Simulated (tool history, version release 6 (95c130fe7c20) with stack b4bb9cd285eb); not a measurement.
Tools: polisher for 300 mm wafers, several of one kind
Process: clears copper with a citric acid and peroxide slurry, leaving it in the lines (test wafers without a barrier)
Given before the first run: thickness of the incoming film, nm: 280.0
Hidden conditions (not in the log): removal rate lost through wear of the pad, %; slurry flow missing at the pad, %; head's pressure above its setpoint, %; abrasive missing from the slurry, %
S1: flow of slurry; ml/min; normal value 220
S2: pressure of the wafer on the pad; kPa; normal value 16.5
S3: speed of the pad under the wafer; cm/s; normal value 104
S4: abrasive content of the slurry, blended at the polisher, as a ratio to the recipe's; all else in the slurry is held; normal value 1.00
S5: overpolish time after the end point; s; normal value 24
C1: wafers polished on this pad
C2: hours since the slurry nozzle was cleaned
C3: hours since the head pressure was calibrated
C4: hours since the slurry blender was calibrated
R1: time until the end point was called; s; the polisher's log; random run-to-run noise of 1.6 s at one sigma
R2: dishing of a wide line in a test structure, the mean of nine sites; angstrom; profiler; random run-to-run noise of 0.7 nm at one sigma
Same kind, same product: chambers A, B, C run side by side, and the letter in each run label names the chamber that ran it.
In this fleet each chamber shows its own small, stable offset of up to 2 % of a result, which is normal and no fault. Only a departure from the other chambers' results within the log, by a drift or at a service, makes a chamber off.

run	hour	S1	S2	S3	S4	S5	C1	C2	C3	C4	R1	R2
1A	4.5	220	16.5	104	1.00	24	898	43.2	366.8	240.6	130.580	369.64
2C	9.0	220	16.5	104	1.00	24	787	212.2	951.0	46.1	130.760	345.27
3B	15.3	220	16.5	104	1.00	24	741	84.6	480.2	142.8	129.920	354.75
4C	23.7	220	16.5	104	1.00	24	844	226.9	965.7	60.8	130.350	343.38
5A	29.4	220	16.5	104	1.00	24	995	68.1	391.7	265.5	130.910	357.72
# hour 33.9: chamber A: worn pad replaced by a new one
6B	34.2	220	16.5	104	1.00	38	814	103.5	499.1	161.7	130.370	475.27
# hour 35.3: chamber C: worn pad replaced by a new one
7C	39.1	220	16.5	104	1.00	38	14	242.3	981.1	76.2	128.630	518.31
8B	43.0	220	16.5	104	1.00	38	849	112.3	507.9	170.5	130.140	506.19
9A	47.6	220	16.5	68	1.00	24	53	86.3	409.9	283.7	199.710	237.23
10B	54.9	220	16.5	68	1.00	24	895	124.2	519.8	182.4	200.610	249.03
11C	63.4	220	16.5	68	1.00	24	109	266.6	1005.4	100.5	199.700	242.92
12A	67.9	220	16.5	104	1.00	24	132	106.6	430.2	304.0	132.550	358.71
13A	71.8	220	16.5	104	1.00	24	148	110.5	434.1	307.9	132.100	350.20
# hour 79.4: chamber B: worn pad replaced by a new one
14B	80.0	220	16.5	104	1.00	24	2	149.3	544.9	207.5	130.920	347.74
# hour 84.1: chamber A: slurry blender recalibrated
15C	88.1	220	16.5	104	1.00	24	206	291.3	1030.1	125.2	133.390	354.26
# hour 89.2: chamber C: head pressure recalibrated
16B	91.8	220	16.5	104	1.00	24	48	161.1	556.7	219.3	130.070	345.84
17A	97.3	260	15.2	104	1.00	24	247	136.0	459.6	13.2	139.180	331.94
18C	102.0	260	15.2	104	1.00	24	260	305.2	12.9	139.1	132.730	350.45
19C	110.5	260	15.2	104	1.00	24	293	313.7	21.4	147.6	128.990	349.94
20A	118.1	220	16.5	104	1.00	24	329	156.8	480.4	34.0	128.960	367.73
21B	125.8	220	16.5	104	1.00	24	181	195.1	590.7	253.3	132.280	349.38
22A	130.6	220	11.7	104	1.00	14	377	169.3	492.9	46.5	184.100	154.44
23C	136.2	220	11.7	104	1.00	14	394	339.4	47.1	173.3	171.090	167.84
24B	141.1	220	11.7	104	1.00	14	241	210.4	606.0	268.6	180.050	157.31
25C	146.2	220	16.5	104	1.00	24	433	349.4	57.1	183.3	119.520	376.67
26A	153.9	220	16.5	104	1.00	24	469	192.6	516.2	69.8	131.710	360.58
27B	159.2	220	16.5	104	1.00	24	312	228.5	624.1	286.7	132.180	347.01
28A	165.2	220	16.5	104	1.00	24	513	203.9	527.5	81.1	129.020	357.07
29B	169.7	220	16.5	104	1.00	24	353	239.0	634.6	297.2	131.030	359.63
30C	176.2	220	16.5	104	1.00	24	550	379.4	87.1	213.3	120.190	367.53
31B	184.7	220	16.5	126	1.15	24	411	254.0	649.6	312.2	104.610	411.14
32C	190.1	220	16.5	126	1.15	24	604	393.3	101.0	227.2	95.874	447.58
33A	195.2	220	16.5	126	1.15	24	630	233.9	557.5	111.1	106.660	425.17
34B	203.6	220	16.5	104	1.00	24	485	272.9	668.5	331.1	127.580	350.43

Next, all 3 chambers run the settings below, one line each with question marks for the results. What does each chamber give?
35A	209.7	280	16.5	104	1.00	24					?	?
35B	209.7	280	16.5	104	1.00	24					?	?
35C	209.7	280	16.5	104	1.00	24					?	?

run	R1	R2
35A	126.650	365.29
35B	126.390	349.59
35C	119.210	383.34

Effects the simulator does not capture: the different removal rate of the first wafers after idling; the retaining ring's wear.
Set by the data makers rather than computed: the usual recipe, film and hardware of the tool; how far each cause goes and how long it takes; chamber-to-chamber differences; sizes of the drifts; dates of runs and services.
